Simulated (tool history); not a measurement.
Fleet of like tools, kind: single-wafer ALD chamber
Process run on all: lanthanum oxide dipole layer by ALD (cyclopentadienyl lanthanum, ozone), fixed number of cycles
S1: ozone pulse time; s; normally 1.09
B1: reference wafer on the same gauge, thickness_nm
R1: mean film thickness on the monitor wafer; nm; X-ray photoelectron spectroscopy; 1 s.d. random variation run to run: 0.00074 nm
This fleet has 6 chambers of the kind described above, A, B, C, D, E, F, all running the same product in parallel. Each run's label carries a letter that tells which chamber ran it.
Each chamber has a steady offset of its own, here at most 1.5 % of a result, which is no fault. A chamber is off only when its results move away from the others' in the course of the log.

run     day    S1       B1       R1
 1F   0.267  1.09  0.49586  0.51291
 2C   0.488  1.09  0.49605  0.50551
 3E   0.717  1.09  0.49580  0.50930
 4D   0.950  1.09  0.49585  0.51848
 5A   1.271  1.09  0.49555  0.51115
      1.575  -- chamber E: ozone generator serviced
 6B   1.683  1.09  0.49554  0.50981
 7B   1.996  1.09  0.49575  0.51065
 8D   2.229  1.09  0.49538  0.51808
 9C   2.458  0.95  0.49535  0.48542
10F   2.729  0.95  0.49521  0.48955
11E   3.208  0.95  0.49529  0.48748
      3.321  -- chamber F: ozone generator serviced
12A   3.525  0.95  0.49525  0.48794
13E   3.967  0.95  0.49518  0.48747
14B   4.338  0.95  0.49481  0.48818
15D   4.604  1.24  0.49488  0.53334
16C   4.962  1.24  0.49483  0.52426
17F   5.179  1.24  0.49488  0.52775
18A   5.488  1.24  0.49478  0.52589
19B   5.833  1.24  0.49460  0.52675
20E   6.121  1.24  0.49426  0.52469
      6.412  -- chamber B: ozone generator serviced
21D   6.533  1.09  0.49455  0.51801
22C   6.750  0.72  0.49426  0.43356
23A   7.088  0.72  0.49412  0.43646
24F   7.300  0.72  0.49420  0.43841
25D   7.625  0.72  0.49411  0.44757
26A   7.846  0.72  0.49394  0.43623
27B   8.121  0.72  0.49390  0.43746
28F   8.500  1.09  0.49402  0.50849
29E   8.871  1.09  0.49387  0.50634
30C   9.275  0.87  0.49370  0.46954
31F   9.529  0.87  0.49369  0.47316
32C   9.879  0.87  0.49358  0.46978
33E  10.138  0.87  0.49351  0.47137
34B  10.608  0.87  0.49342  0.47262
35D  11.054  0.87  0.49334  0.48106
36A  11.400  1.09  0.49313  0.50776

Predict what each chamber gives when all 6 of them run the settings below next.
37A  11.750  1.09       ?
37B  11.750  1.09       ?
37C  11.750  1.09       ?
37D  11.750  1.09       ?
37E  11.750  1.09       ?
37F  11.750  1.09       ?

run       R1
37A  0.50655
37B  0.50756
37C  0.50451
37D  0.51518
37E  0.50690
37F  0.50929

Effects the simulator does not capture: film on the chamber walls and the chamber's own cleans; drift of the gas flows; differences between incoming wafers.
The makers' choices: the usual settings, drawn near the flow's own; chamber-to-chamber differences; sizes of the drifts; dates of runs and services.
